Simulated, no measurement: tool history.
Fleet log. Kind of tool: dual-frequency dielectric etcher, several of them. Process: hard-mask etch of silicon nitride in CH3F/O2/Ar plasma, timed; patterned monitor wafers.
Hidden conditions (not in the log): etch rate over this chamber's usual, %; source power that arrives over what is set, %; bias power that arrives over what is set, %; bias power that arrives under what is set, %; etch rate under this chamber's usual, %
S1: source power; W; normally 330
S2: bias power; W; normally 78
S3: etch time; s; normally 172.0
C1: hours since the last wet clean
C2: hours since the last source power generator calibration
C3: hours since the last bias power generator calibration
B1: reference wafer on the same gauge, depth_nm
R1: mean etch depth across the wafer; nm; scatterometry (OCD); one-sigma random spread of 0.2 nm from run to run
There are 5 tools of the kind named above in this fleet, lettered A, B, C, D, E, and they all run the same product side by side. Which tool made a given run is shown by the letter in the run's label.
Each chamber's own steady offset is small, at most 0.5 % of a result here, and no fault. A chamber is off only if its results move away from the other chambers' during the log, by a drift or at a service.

run     day   S1  S2     S3     C1      C2      C3      B1       R1
 1D   0.262  330  78  172.0  216.7  1093.1   942.4  131.01  115.470
 2A   0.425  330  78  172.0  411.2   773.9  1678.0  131.05  114.890
 3B   0.712  330  78  172.0  190.2  1739.4  2311.9  131.03  114.870
 4E   0.962  330  78  172.0  446.2  2420.4    31.0  131.03  115.100
 5C   1.267  330  78  148.0   95.6  3205.0  1449.9  131.03   99.795
 6D   1.521  330  78  148.0  246.9  1123.3   972.6  131.17   99.027
      1.550  -- chamber E: wet clean of the chamber
 7C   1.750  330  78  148.0  107.2  3216.6  1461.5  131.16   99.783
 8A   2.033  330  78  148.0  449.8   812.5  1716.6  131.16   98.985
 9B   2.233  330  78  148.0  226.7  1775.9  2348.4  131.12   99.229
10E   2.525  330  78  172.0   23.4  2457.9    68.5  131.23  115.190
      2.829  -- chamber A: wet clean of the chamber
11C   2.829  330  78  172.0  133.1  3242.5  1487.4  131.27  115.840
12B   3.138  330  78  172.0  248.4  1797.6  2370.1  131.24  115.470
13A   3.346  330  78  172.0   12.4   844.0  1748.1  131.26  115.200
14E   3.708  330  78  172.0   51.8  2486.3    96.9  131.31  115.170
15D   4.021  330  78  172.0  306.9  1183.3  1032.6  131.40  115.480
16B   4.346  330  78  172.0  277.4  1826.6  2399.1  131.37  115.330
17E   4.600  370  78  219.0   73.2  2507.7   118.3  131.37  153.070
18A   4.933  370  78  219.0   50.5   882.1  1786.2  131.38  153.050
19C   5.271  370  78  219.0  191.7  3301.1  1546.0  131.42  154.610
20D   5.521  370  78  219.0  342.9  1219.3  1068.6  131.47  154.010
21B   5.783  370  78  219.0  311.9  1861.1  2433.6  131.51  153.330
22C   5.958  330  78  172.0  208.2  3317.6  1562.5  131.50  116.480
23D   6.200  330  78  172.0  359.2  1235.6  1084.9  131.54  115.650
      6.275  -- chamber B: wet clean of the chamber
24A   6.517  330  78  172.0   88.5   920.1  1824.2  131.57  115.020
25E   6.738  330  70  147.5  124.5  2559.0   169.6  131.56   95.483
26D   6.946  330  70  147.5  377.1  1253.5  1102.8  131.59   95.537
27A   7.288  330  70  147.5  107.0   938.6  1842.7  131.60   95.022
28E   7.467  330  70  147.5  142.0  2576.5   187.1  131.62   95.184
29B   7.658  330  70  147.5   33.3  1906.1  2478.6  131.72   95.574
30C   8.029  330  78  172.0  257.9  3367.3  1612.2  131.67  116.580
31D   8.300  330  78  172.0  409.6  1286.0  1135.3  131.77  115.920
32C   8.542  330  78  172.0  270.2  3379.6  1624.5  131.68  116.590
33E   8.829  330  78  172.0  174.7  2609.2   219.8  131.76  115.720
34B   9.062  330  78  172.0   67.0  1939.8  2512.3  131.74  115.630
35A   9.250  330  78  172.0  154.1   985.7  1889.8  131.69  115.580
36B   9.412  330  78  172.0   75.4  1948.2  2520.7  131.79  115.560
37D   9.592  330  92  172.0  440.6  1317.0  1166.3  131.81  122.850
38C   9.925  330  92  172.0  303.4  3412.8  1657.7  131.86  123.700
39E  10.171  330  92  172.0  206.9  2641.4   252.0  131.87  122.730
40A  10.342  330  92  172.0  180.3  1011.9  1916.0  131.82  122.410
41C  10.629  330  92  172.0  320.3  3429.7  1674.6  131.83  124.060
42A  10.829  330  78  172.0  192.0  1023.6  1927.7  131.96  115.350

Read the log: is a single chamber off, either drifting away or since a service, is the gauge that measures every chamber drifting, or is nothing wrong beyond small per-chamber offsets? Name any odd chamber and what most likely caused it.

Gauge drift. The chambers move together only on paper, and none stands off.
Likeliest cause: gauge reads high (%) = 0.711.
